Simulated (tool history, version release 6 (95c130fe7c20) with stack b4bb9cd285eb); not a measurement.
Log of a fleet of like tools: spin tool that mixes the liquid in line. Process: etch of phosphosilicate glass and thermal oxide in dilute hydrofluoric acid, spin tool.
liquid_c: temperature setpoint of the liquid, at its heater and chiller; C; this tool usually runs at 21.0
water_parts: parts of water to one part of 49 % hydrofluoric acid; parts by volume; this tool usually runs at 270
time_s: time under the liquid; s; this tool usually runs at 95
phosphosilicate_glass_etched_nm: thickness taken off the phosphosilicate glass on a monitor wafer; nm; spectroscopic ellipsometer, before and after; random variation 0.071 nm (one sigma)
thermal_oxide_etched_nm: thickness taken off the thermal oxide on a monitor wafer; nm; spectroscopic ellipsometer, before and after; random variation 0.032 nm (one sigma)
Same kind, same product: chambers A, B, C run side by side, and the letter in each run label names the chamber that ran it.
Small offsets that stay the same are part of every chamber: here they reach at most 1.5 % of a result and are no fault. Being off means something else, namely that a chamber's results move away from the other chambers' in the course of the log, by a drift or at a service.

run   hour  liquid_c  water_parts  time_s  hours since the thermometer was replaced  hours since the hydrofluoric acid flow meter was replaced  read-back film thickness of the phosphosilicate glass reference wafer, read on the same gauge (nm)  read-back film thickness of the thermal oxide reference wafer, read on the same gauge (nm)  phosphosilicate_glass_etched_nm  thermal_oxide_etched_nm
 1C    7.1      21.0          270      95                                     129.1                                                      581.7                                                                                              29.942                                                                                      80.065                           15.806                  1.19840
 2A   17.8      21.0          270      95                                     924.2                                                     1255.0                                                                                              29.995                                                                                      79.977                           15.577                  1.25420
 3B   30.0      21.0          270      95                                    1121.7                                                      911.7                                                                                              29.988                                                                                      80.007                           15.571                  1.24150
      31.5  -- chamber B: thermometer replaced
 4A   36.9      21.0          270      95                                     943.3                                                     1274.1                                                                                              29.979                                                                                      79.992                           15.522                  1.27600
 5B   47.4      21.0          270      95                                      16.0                                                      929.1                                                                                              29.962                                                                                      80.020                           15.631                  1.23850
 6C   61.5      21.0          270      95                                     183.5                                                      636.1                                                                                              29.989                                                                                      80.000                           15.676                  1.24600
 7C   75.2      21.0          270      95                                     197.2                                                      649.8                                                                                              30.009                                                                                      80.031                           15.836                  1.26500
 8A   89.2      21.0          270      95                                     995.6                                                     1326.4                                                                                              29.936                                                                                      79.983                           15.603                  1.30730
 9B   96.0      21.0          270      95                                      64.6                                                      977.7                                                                                              29.949                                                                                      80.026                           15.692                  1.27920
10C  107.9      21.0          270      95                                     229.9                                                      682.5                                                                                              30.000                                                                                      79.999                           15.882                  1.23160
11A  115.1      21.0          270     115                                    1021.5                                                     1352.3                                                                                              30.034                                                                                      79.998                           18.998                  1.52200
12B  123.5      21.0          270     115                                      92.1                                                     1005.2                                                                                              30.019                                                                                      79.985                           18.866                  1.47540
13A  138.8      21.0          270     115                                    1045.2                                                     1376.0                                                                                              29.983                                                                                      80.006                           18.911                  1.54220
14B  152.2      21.0          270      95                                     120.8                                                     1033.9                                                                                              29.977                                                                                      80.000                           15.658                  1.25730
15C  164.0      21.0          270      95                                     286.0                                                      738.6                                                                                              29.971                                                                                      80.017                           15.875                  1.17480
16B  178.2      21.0          270      95                                     146.8                                                     1059.9                                                                                              30.006                                                                                      80.021                           15.769                  1.21860
17A  193.4      21.0          270      95                                    1099.8                                                     1430.6                                                                                              30.016                                                                                      79.984                           15.624                  1.24080
18C  203.9      21.0          270     120                                     325.9                                                      778.5                                                                                              29.977                                                                                      80.057                           19.989                  1.56430
19A  211.4      21.0          270     120                                    1117.8                                                     1448.6                                                                                              29.982                                                                                      79.991                           19.819                  1.60350
20B  224.9      21.0          270     120                                     193.5                                                     1106.6                                                                                              30.000                                                                                      80.002                           19.752                  1.62260
21C  236.4      21.0          270      95                                     358.4                                                      811.0                                                                                              30.023                                                                                      80.007                           15.865                  1.18730
22B  244.4      21.0          270      95                                     213.0                                                     1126.1                                                                                              30.013                                                                                      79.972                           15.608                  1.28870
23A  255.4      23.0          270      95                                    1161.8                                                     1492.6                                                                                              30.001                                                                                      79.979                           16.852                  1.31070
24C  263.2      23.0          270      95                                     385.2                                                      837.8                                                                                              29.968                                                                                      80.008                           16.987                  1.30700
     266.5  -- chamber B: hydrofluoric acid flow meter replaced
25A  270.3      23.0          270      95                                    1176.7                                                     1507.5                                                                                              30.036                                                                                      79.998                           16.799                  1.41380
26C  278.5      21.0          270      95                                     400.5                                                      853.1                                                                                              30.066                                                                                      80.043                           15.781                  1.27020
27B  288.8      21.0          150     115                                     257.4                                                       22.4                                                                                              29.927                                                                                      79.993                           38.429                  2.98930
28B  298.3      21.0          150     115                                     266.9                                                       31.9                                                                                              29.986                                                                                      79.969                           38.434                  3.00670
29A  310.8      21.0          150     115                                    1217.2                                                     1548.0                                                                                              30.014                                                                                      80.029                           38.332                  3.09390
30C  324.4      23.0          270      95                                     446.4                                                      899.0                                                                                              30.037                                                                                      80.014                           17.017                  1.30870
31A  338.5      23.0          270      95                                    1244.9                                                     1575.7                                                                                              30.026                                                                                      80.046                           16.864                  1.39890
32B  345.4      23.0          270      95                                     314.0                                                       79.0                                                                                              29.988                                                                                      80.014                           16.879                  1.30460
33C  354.0      21.0          270      95                                     476.0                                                      928.6                                                                                              30.020                                                                                      80.024                           15.856                  1.27290
34A  363.0      21.0          340      95                                    1269.4                                                     1600.2                                                                                              29.983                                                                                      79.963                           11.629                  0.93188
35C  373.9      21.0          340      95                                     495.9                                                      948.5                                                                                              29.966                                                                                      79.977                           11.746                  0.95070
36B  385.5      21.0          340      95                                     354.1                                                      119.1                                                                                              30.017                                                                                      79.992                           11.713                  0.88340
37A  397.3      21.0          270      95                                    1303.7                                                     1634.5                                                                                              29.968                                                                                      80.070                           15.588                  1.24910
38B  404.1      21.0          270      95                                     372.7                                                      137.7                                                                                              29.948                                                                                      80.001                           15.537                  1.26360
39C  418.8      21.0          270      95                                     540.8                                                      993.4                                                                                              29.988                                                                                      80.001                           15.852                  1.24930
40A  429.2      21.0          365      95                                    1335.6                                                     1666.4                                                                                              30.029                                                                                      79.976                           10.744                  0.88124
41B  441.2      21.0          365      95                                     409.8                                                      174.8                                                                                              29.941                                                                                      79.964                           10.711                  0.86030
42C  451.6      21.0          365      95                                     573.6                                                     1026.2                                                                                              29.995                                                                                      79.991                           10.682                  0.82825
43B  459.9      21.0          270      95                                     428.5                                                      193.5                                                                                              30.017                                                                                      80.016                           15.640                  1.27350
44A  471.0      21.0          270      95                                    1377.4                                                     1708.2                                                                                              29.964                                                                                      79.981                           15.655                  1.27380

All 3 chambers run these settings next. Forecast each chamber's results:
45A  482.0      18.5          270      95                                                                                                                                                                                                                                                                                                                                     ?                        ?
45B  482.0      18.5          270      95                                                                                                                                                                                                                                                                                                                                     ?                        ?
45C  482.0      18.5          270      95                                                                                                                                                                                                                                                                                                                                     ?                        ?

run  phosphosilicate_glass_etched_nm  thermal_oxide_etched_nm
45A                           14.310                  1.14010
45B                           14.350                  1.10350
45C                           14.459                  1.10430

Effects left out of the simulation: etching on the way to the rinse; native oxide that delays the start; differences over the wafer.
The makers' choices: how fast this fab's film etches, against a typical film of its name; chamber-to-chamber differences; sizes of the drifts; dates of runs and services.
